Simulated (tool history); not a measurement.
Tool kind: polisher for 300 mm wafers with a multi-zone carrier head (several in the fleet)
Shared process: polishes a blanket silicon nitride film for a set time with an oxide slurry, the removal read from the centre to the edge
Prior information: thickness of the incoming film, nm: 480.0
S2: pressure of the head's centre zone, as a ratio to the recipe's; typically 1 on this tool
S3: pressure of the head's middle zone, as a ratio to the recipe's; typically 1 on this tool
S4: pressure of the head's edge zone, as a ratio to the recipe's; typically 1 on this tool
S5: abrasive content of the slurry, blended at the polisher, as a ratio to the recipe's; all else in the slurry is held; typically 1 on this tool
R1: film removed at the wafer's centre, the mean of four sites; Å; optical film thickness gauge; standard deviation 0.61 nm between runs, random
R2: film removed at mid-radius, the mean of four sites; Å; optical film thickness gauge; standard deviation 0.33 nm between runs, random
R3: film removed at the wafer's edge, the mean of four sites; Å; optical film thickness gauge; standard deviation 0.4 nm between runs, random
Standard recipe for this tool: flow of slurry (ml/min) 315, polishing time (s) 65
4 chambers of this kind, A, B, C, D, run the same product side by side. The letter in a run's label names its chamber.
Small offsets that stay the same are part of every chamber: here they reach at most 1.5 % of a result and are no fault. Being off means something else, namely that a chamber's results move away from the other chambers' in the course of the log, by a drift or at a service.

Run 1D, hour 5: usual settings. Result: R1 426.15 Å, R2 430.42 Å, R3 425.97 Å.
Run 2C, hour 11.9: usual settings. Result: R1 435.69 Å, R2 432.95 Å, R3 437.42 Å.
Run 3A, hour 20.2: usual settings. Result: R1 425.18 Å, R2 429.94 Å, R3 422.25 Å.
Run 4B, hour 25.8: usual settings. Result: R1 423.71 Å, R2 422.29 Å, R3 425.58 Å.
Run 5B, hour 33.8: usual settings. Result: R1 436.92 Å, R2 424.72 Å, R3 432.57 Å.
Run 6C, hour 40.4: usual settings. Result: R1 415.25 Å, R2 436.78 Å, R3 432.24 Å.
Run 7A, hour 49.5: usual settings but S3 0.91. Result: R1 424.42 Å, R2 392.03 Å, R3 431.54 Å.
Run 8D, hour 60.1: usual settings but S3 0.91. Result: R1 427.72 Å, R2 395.69 Å, R3 428.02 Å.
At hour 66.4: chamber B: worn pad replaced by a new one.
Run 9A, hour 69.4: usual settings but S3 0.91. Result: R1 425.99 Å, R2 393.23 Å, R3 425.97 Å.
At hour 73.3: chamber B: slurry nozzle cleaned.
At hour 75.8: chamber A: slurry nozzle cleaned.
Run 10B, hour 80.5: usual settings but S3 0.91. Result: R1 445.17 Å, R2 392.02 Å, R3 426.23 Å.
Run 11D, hour 87.5: usual settings. Result: R1 425.84 Å, R2 432.93 Å, R3 426.98 Å.
At hour 89.1: chamber D: worn pad replaced by a new one.
Run 12C, hour 95.4: usual settings. Result: R1 426.01 Å, R2 434.06 Å, R3 431.34 Å.
Run 13B, hour 102.7: usual settings but S3 1.08, S4 1.09. Result: R1 419.93 Å, R2 461.74 Å, R3 456.45 Å.
Run 14D, hour 109.8: usual settings but S3 1.08, S4 1.09. Result: R1 442.76 Å, R2 463.11 Å, R3 450.29 Å.
At hour 112.8: chamber C: slurry nozzle cleaned.
Run 15C, hour 120.5: usual settings but S3 1.08, S4 1.09. Result: R1 427.57 Å, R2 456.32 Å, R3 438.93 Å.
Run 16A, hour 130.5: usual settings but S3 1.08, S4 1.09. Result: R1 429.45 Å, R2 454.8 Å, R3 443.83 Å.
Run 17A, hour 137.7: usual settings but S3 0.93. Result: R1 427.4 Å, R2 400.42 Å, R3 430.11 Å.
Run 18D, hour 143.2: usual settings but S3 0.93. Result: R1 424.25 Å, R2 403.52 Å, R3 432.55 Å.
At hour 147.9: chamber A: worn pad replaced by a new one.
Run 19B, hour 152.5: usual settings but S3 0.93. Result: R1 431.59 Å, R2 399.83 Å, R3 422.72 Å.
At hour 155.3: chamber B: edge zone pressure recalibrated.
Run 20C, hour 160.3: usual settings but S3 0.93. Result: R1 404.5 Å, R2 386.7 Å, R3 413.26 Å.
Run 21D, hour 170: usual settings. Result: R1 434.35 Å, R2 427.98 Å, R3 430.4 Å.
Run 22A, hour 180.3: usual settings. Result: R1 412.87 Å, R2 427.91 Å, R3 419.65 Å.
Run 23B, hour 190.8: usual settings. Result: R1 435.44 Å, R2 430.94 Å, R3 429.72 Å.
Run 24C, hour 197.9: usual settings. Result: R1 400.36 Å, R2 403.53 Å, R3 398.88 Å.
At hour 199.2: chamber D: worn pad replaced by a new one.
Run 25B, hour 205.1: usual settings but flow of slurry (ml/min) 280, S3 0.95. Result: R1 430.05 Å, R2 394.49 Å, R3 425.72 Å.
Run 26C, hour 216.1: usual settings but flow of slurry (ml/min) 280, S3 0.95. Result: R1 391.36 Å, R2 381.52 Å, R3 392.84 Å.
Run 27A, hour 223.7: usual settings but flow of slurry (ml/min) 280, S3 0.95. Result: R1 422.72 Å, R2 409.58 Å, R3 421.55 Å.
Run 28D, hour 232.6: usual settings but flow of slurry (ml/min) 280, S3 0.95. Result: R1 422.38 Å, R2 408.34 Å, R3 423.2 Å.

Each of the 4 chambers runs these same settings next. Fill in every chamber's results:
Run 29A, hour 240.9: usual settings. Result: R1 ?, R2 ?, R3 ?.
Run 29B, hour 240.9: usual settings. Result: R1 ?, R2 ?, R3 ?.
Run 29C, hour 240.9: usual settings. Result: R1 ?, R2 ?, R3 ?.
Run 29D, hour 240.9: usual settings. Result: R1 ?, R2 ?, R3 ?.

run      R1      R2      R3
29A  414.24  427.58  437.15
29B  422.06  424.79  426.69
29C  376.46  389.93  387.37
29D  423.16  425.81  423.07
